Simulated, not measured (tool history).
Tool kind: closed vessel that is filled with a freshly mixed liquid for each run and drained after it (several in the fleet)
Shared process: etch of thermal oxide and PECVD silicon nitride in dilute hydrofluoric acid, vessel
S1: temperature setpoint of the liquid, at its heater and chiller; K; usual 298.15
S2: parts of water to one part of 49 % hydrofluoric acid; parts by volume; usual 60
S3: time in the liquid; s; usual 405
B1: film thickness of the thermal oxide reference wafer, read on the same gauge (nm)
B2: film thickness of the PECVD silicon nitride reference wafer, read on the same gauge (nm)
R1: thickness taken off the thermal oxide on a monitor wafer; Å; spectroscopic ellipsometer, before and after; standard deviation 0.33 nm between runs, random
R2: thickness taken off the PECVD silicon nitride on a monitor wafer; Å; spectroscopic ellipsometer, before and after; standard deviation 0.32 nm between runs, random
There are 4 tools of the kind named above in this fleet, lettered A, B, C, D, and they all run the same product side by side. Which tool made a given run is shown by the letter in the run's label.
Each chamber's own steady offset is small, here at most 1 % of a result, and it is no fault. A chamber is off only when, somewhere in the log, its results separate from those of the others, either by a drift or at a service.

run     day      S1  S2   S3      B1      B2      R1      R2
 1A     0.3  298.15  60  405  140.02  99.997  367.34  333.24
 2C   0.817  298.15  60  405  140.03  100.02  355.13  331.84
 3D   1.267  298.15  60  405  140.02  99.994  369.59  333.16
 4B   1.712  298.15  60  405     140  99.984  364.22  331.28
 5A   2.212  298.15  60  405     140  99.983  367.88  328.96
 6B   2.562  298.15  60  405  139.98     100  366.63  331.37
 7C   2.833  298.15  60  405  140.01  100.01  366.79  331.76
 8D    3.15  298.15  60  405  140.04  99.996  363.12  327.41
 9A   3.438  298.15  35  405  139.99     100  649.19  556.72
10B   4.033  298.15  35  405  140.03  99.999  649.88  558.13
      4.058  -- chamber C: hydrofluoric acid flow meter replaced
11C    4.45  298.15  35  405  139.98     100   637.4   559.3
12D   4.858  298.15  35  405  140.03  99.982  642.48  553.54
13C   5.333  294.65  60  330  139.99  100.01  257.93  213.69
14B   5.917  294.65  60  330  140.02  99.997  256.88  210.11
15A   6.438  294.65  60  330  140.04  99.999  256.38  211.21
16D   6.729  294.65  60  330  139.98  99.986  253.34  213.91
17C   7.304  298.15  60  405  139.94  100.02  361.83  328.88
18B   7.671  298.15  60  405  139.93  100.01  366.94  327.93
19A   8.171  298.15  60  405  140.02  100.01   364.2  331.93
20D     8.5  298.15  60  405  140.03  100.02  364.78  329.74
21C    9.05  298.15  60  405     140     100  360.68  330.55
22D   9.412  298.15  60  405  139.99  99.998  364.09  327.14
23A   9.788  298.15  60  405  140.01     100  362.82  333.38
24B  10.296  298.15  60  405  140.03  99.986  365.09  334.12
25A  10.733  298.15  60  405  140.01     100  368.24   331.4
26B  11.246  298.15  60  405  140.05   99.99  369.06  329.24
27C  11.529  298.15  45  405  139.98  99.984  494.99   428.8
28D  12.117  298.15  45  405  140.02  99.982  494.22  428.15
29D  12.583  298.15  45  405     140  99.999  484.36  429.17
30B  13.067  298.15  45  405  140.01  100.01  491.17  434.89
31A  13.338  298.15  60  405  139.97  99.989  367.67  329.13
32C  13.675  298.15  60  405  139.97   99.99  357.53  328.83
33C  13.958  298.15  60  405  139.99  100.01  358.16  330.96
34B  14.425  298.15  60  405  140.01  99.996  366.87  326.12

Which is it: a chamber that has drifted or been left off by a service, a gauge drift common to all chambers, or only each chamber's usual small offset? If a chamber is off, name it and its likeliest cause.

No chamber is off and the gauge is stable; the differences are just each chamber's small, constant offset.

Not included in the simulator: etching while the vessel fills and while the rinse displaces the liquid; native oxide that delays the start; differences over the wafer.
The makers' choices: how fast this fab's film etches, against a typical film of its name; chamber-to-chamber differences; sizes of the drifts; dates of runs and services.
